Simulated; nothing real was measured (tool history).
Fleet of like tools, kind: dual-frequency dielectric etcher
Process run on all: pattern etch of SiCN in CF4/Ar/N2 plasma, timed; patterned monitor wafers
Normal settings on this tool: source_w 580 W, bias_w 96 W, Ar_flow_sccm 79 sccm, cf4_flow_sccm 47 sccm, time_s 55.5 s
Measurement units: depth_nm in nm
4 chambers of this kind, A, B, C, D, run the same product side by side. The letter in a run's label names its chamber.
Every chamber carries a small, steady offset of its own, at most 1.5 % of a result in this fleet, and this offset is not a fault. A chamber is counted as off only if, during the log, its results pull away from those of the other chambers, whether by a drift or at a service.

run	hour	source_w	bias_w	Ar_flow_sccm	cf4_flow_sccm	time_s	read-back reference wafer on the same gauge, depth_nm	depth_nm
1B	10.5	580	96	79	47	55.5	70.273	65.325
2D	23.9	580	96	79	47	55.5	70.252	64.799
3A	30.8	580	96	79	47	55.5	70.277	64.273
4C	39	580	96	79	47	55.5	70.237	64.113
5A	49.4	670	96	79	47	55.5	70.247	72.882
6C	58.8	670	96	79	47	55.5	70.192	72.895
7D	71.3	670	96	79	47	55.5	70.206	73.417
8B	80.1	670	96	79	47	55.5	70.175	74.008
9A	91.9	580	96	79	47	55.5	70.163	64.162
# hour 96.3: chamber D: Ar flow controller replaced
10D	99.9	580	96	79	47	55.5	70.141	64.854
11C	106.5	580	96	79	47	55.5	70.148	64.279
# hour 110.7: chamber D: CF4 flow controller replaced
12B	115.3	580	96	79	47	55.5	70.122	65.146
13D	126	580	96	79	47	55.5	70.109	64.907
14A	135.1	580	96	79	47	55.5	70.088	63.98
15B	146.2	580	96	79	47	55.5	70.074	65.046
16C	157.9	580	96	79	47	55.5	70.052	63.886
17A	165.3	580	96	79	47	67.5	70.034	77.957
18D	172.2	580	96	79	47	67.5	70.068	78.9
19B	178.8	580	96	79	47	67.5	70.064	79.075
20C	188.6	580	96	79	47	67.5	70.004	77.796
21A	199.3	580	96	79	47	55.5	69.971	64.102
22D	208.4	580	96	79	47	55.5	69.983	64.805
# hour 210.6: chamber A: Ar flow controller replaced
23C	221.4	580	96	79	47	55.5	69.95	63.985
24B	234.5	580	96	79	47	55.5	69.948	65.098
25B	241.7	580	96	79	47	55.5	69.914	65.136
26A	254.6	580	96	79	47	55.5	69.903	63.943
27C	265.2	670	96	88	47	55.5	69.899	71.562
28D	276.7	670	96	88	47	55.5	69.855	72.108
# hour 281.5: chamber B: CF4 flow controller replaced
29B	283.4	670	96	88	47	55.5	69.88	72.444
30D	290.9	670	96	88	47	55.5	69.849	72.071

All 4 chambers run these settings next. Forecast each chamber's results:
31A	300.9	580	96	79	47	55.5		?
31B	300.9	580	96	79	47	55.5		?
31C	300.9	580	96	79	47	55.5		?
31D	300.9	580	96	79	47	55.5		?

run	depth_nm
31A	63.841
31B	64.888
31C	63.696
31D	64.553

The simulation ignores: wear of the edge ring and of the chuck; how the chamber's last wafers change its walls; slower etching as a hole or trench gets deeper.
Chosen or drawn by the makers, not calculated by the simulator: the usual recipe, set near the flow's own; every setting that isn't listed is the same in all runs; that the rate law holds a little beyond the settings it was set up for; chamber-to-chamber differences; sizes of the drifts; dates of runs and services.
